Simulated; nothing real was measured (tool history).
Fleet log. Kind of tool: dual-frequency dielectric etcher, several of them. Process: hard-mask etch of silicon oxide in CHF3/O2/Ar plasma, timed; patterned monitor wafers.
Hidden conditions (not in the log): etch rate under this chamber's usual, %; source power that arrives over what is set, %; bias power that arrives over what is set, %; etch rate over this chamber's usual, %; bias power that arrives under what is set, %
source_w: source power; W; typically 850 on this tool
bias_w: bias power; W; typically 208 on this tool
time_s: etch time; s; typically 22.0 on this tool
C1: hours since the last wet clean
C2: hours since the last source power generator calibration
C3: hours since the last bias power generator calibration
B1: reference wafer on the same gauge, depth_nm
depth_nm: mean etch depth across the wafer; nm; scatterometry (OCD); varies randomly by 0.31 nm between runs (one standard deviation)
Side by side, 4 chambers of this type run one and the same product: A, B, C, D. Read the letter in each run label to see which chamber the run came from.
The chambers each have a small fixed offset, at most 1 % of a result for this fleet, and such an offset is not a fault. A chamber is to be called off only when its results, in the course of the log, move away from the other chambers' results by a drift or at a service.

Run 1B, hour 7.6: usual settings; C1 429.7; C2 1370.0; C3 2295.0; B1 55.669. Result: depth_nm 52.088 nm.
At hour 16.5: chamber B: wet clean of the chamber.
Run 2A, hour 19.6: usual settings; C1 189.3; C2 2232.6; C3 4623.5; B1 55.525. Result: depth_nm 52.671 nm.
At hour 27.6: chamber A: bias power generator calibrated.
Run 3C, hour 29.6: usual settings; C1 56.4; C2 1426.9; C3 2020.9; B1 55.578. Result: depth_nm 52.279 nm.
Run 4D, hour 35.4: usual settings; C1 288.1; C2 1453.6; C3 2003.7; B1 55.622. Result: depth_nm 51.993 nm.
Run 5D, hour 45.7: usual settings; C1 298.4; C2 1463.9; C3 2014.0; B1 55.628. Result: depth_nm 52.764 nm.
Run 6A, hour 58.9: usual settings; C1 228.6; C2 2271.9; C3 31.4; B1 55.641. Result: depth_nm 51.885 nm.
Run 7B, hour 65.7: usual settings; C1 49.2; C2 1428.1; C3 2353.1; B1 55.639. Result: depth_nm 51.821 nm.
Run 8C, hour 78.7: usual settings; C1 105.5; C2 1476.0; C3 2070.0; B1 55.661. Result: depth_nm 52.001 nm.
Run 9A, hour 86.5: usual settings; C1 256.2; C2 2299.5; C3 59.0; B1 55.667. Result: depth_nm 52.049 nm.
Run 10D, hour 98.4: usual settings; C1 351.1; C2 1516.6; C3 2066.7; B1 55.611. Result: depth_nm 51.979 nm.
Run 11C, hour 104.1: usual settings; C1 130.9; C2 1501.4; C3 2095.4; B1 55.564. Result: depth_nm 51.921 nm.
Run 12B, hour 110.8: usual settings; C1 94.3; C2 1473.2; C3 2398.2; B1 55.575. Result: depth_nm 52.487 nm.
Run 13A, hour 119.1: usual settings but source_w 710 W, bias_w 252 W; C1 288.8; C2 2332.1; C3 91.6; B1 55.596. Result: depth_nm 52.287 nm.
Run 14B, hour 130.1: usual settings but source_w 710 W, bias_w 252 W; C1 113.6; C2 1492.5; C3 2417.5; B1 55.589. Result: depth_nm 51.726 nm.
Run 15D, hour 136.3: usual settings but source_w 710 W, bias_w 252 W; C1 389.0; C2 1554.5; C3 2104.6; B1 55.578. Result: depth_nm 52.056 nm.
Run 16C, hour 149.2: usual settings but source_w 710 W, bias_w 252 W; C1 176.0; C2 1546.5; C3 2140.5; B1 55.691. Result: depth_nm 52.164 nm.
Run 17B, hour 161.2: usual settings; C1 144.7; C2 1523.6; C3 2448.6; B1 55.617. Result: depth_nm 51.879 nm.
Run 18A, hour 174.0: usual settings; C1 343.7; C2 2387.0; C3 146.5; B1 55.606. Result: depth_nm 52.009 nm.
At hour 178.7: chamber C: bias power generator calibrated.
Run 19C, hour 180.4: usual settings; C1 207.2; C2 1577.7; C3 1.8; B1 55.618. Result: depth_nm 51.936 nm.
Run 20D, hour 193.5: usual settings; C1 446.2; C2 1611.7; C3 2161.8; B1 55.600. Result: depth_nm 52.831 nm.
Run 21C, hour 203.1: usual settings; C1 229.9; C2 1600.4; C3 24.5; B1 55.567. Result: depth_nm 51.552 nm.
At hour 213.2: chamber A: wet clean of the chamber.
Run 22A, hour 215.1: usual settings; C1 2.0; C2 2428.1; C3 187.6; B1 55.642. Result: depth_nm 50.034 nm.
Run 23D, hour 226.5: usual settings; C1 479.2; C2 1644.7; C3 2194.8; B1 55.553. Result: depth_nm 52.450 nm.
Run 24B, hour 239.8: usual settings; C1 223.3; C2 1602.2; C3 2527.2; B1 55.493. Result: depth_nm 52.132 nm.
Run 25D, hour 248.0: usual settings; C1 500.7; C2 1666.2; C3 2216.3; B1 55.598. Result: depth_nm 52.287 nm.
Run 26C, hour 260.7: usual settings; C1 287.5; C2 1658.0; C3 82.1; B1 55.605. Result: depth_nm 52.020 nm.
Run 27A, hour 268.9: usual settings; C1 55.8; C2 2481.9; C3 241.4; B1 55.585. Result: depth_nm 50.226 nm.
Run 28B, hour 279.0: usual settings; C1 262.5; C2 1641.4; C3 2566.4; B1 55.563. Result: depth_nm 52.182 nm.
Run 29B, hour 284.9: usual settings; C1 268.4; C2 1647.3; C3 2572.3; B1 55.537. Result: depth_nm 51.597 nm.
Run 30C, hour 291.3: usual settings; C1 318.1; C2 1688.6; C3 112.7; B1 55.620. Result: depth_nm 51.672 nm.
Run 31A, hour 298.3: usual settings but time_s 19.5 s; C1 85.2; C2 2511.3; C3 270.8; B1 55.576. Result: depth_nm 44.583 nm.
Run 32D, hour 308.3: usual settings but time_s 19.5 s; C1 561.0; C2 1726.5; C3 2276.6; B1 55.564. Result: depth_nm 45.891 nm.
Run 33D, hour 315.0: usual settings but time_s 19.5 s; C1 567.7; C2 1733.2; C3 2283.3; B1 55.645. Result: depth_nm 46.505 nm.
Run 34A, hour 326.4: usual settings but time_s 19.5 s; C1 113.3; C2 2539.4; C3 298.9; B1 55.608. Result: depth_nm 44.641 nm.
Run 35B, hour 338.7: usual settings; C1 322.2; C2 1701.1; C3 2626.1; B1 55.610. Result: depth_nm 52.506 nm.
Run 36C, hour 345.1: usual settings; C1 371.9; C2 1742.4; C3 166.5; B1 55.582. Result: depth_nm 51.946 nm.
At hour 350.7: chamber C: wet clean of the chamber.
Run 37A, hour 352.0: usual settings; C1 138.9; C2 2565.0; C3 324.5; B1 55.529. Result: depth_nm 49.813 nm.
Run 38C, hour 364.1: usual settings; C1 13.5; C2 1761.4; C3 185.5; B1 55.640. Result: depth_nm 51.801 nm.
Run 39D, hour 377.3: usual settings; C1 630.0; C2 1795.5; C3 2345.6; B1 55.638. Result: depth_nm 52.849 nm.
Run 40B, hour 388.3: usual settings; C1 371.8; C2 1750.7; C3 2675.7; B1 55.591. Result: depth_nm 52.098 nm.
Run 41B, hour 398.4: usual settings; C1 381.9; C2 1760.8; C3 2685.8; B1 55.554. Result: depth_nm 51.500 nm.
Run 42D, hour 408.1: usual settings but bias_w 256 W; C1 660.8; C2 1826.3; C3 2376.4; B1 55.551. Result: depth_nm 56.804 nm.

All chambers now run identical settings, listed one chamber a line with results as question marks. What results will each chamber show?
Run 43A, hour 417.6: usual settings. Result: depth_nm ?.
Run 43B, hour 417.6: usual settings. Result: depth_nm ?.
Run 43C, hour 417.6: usual settings. Result: depth_nm ?.
Run 43D, hour 417.6: usual settings. Result: depth_nm ?.

run  depth_nm
43A    51.100
43B    51.714
43C    52.256
43D    52.085

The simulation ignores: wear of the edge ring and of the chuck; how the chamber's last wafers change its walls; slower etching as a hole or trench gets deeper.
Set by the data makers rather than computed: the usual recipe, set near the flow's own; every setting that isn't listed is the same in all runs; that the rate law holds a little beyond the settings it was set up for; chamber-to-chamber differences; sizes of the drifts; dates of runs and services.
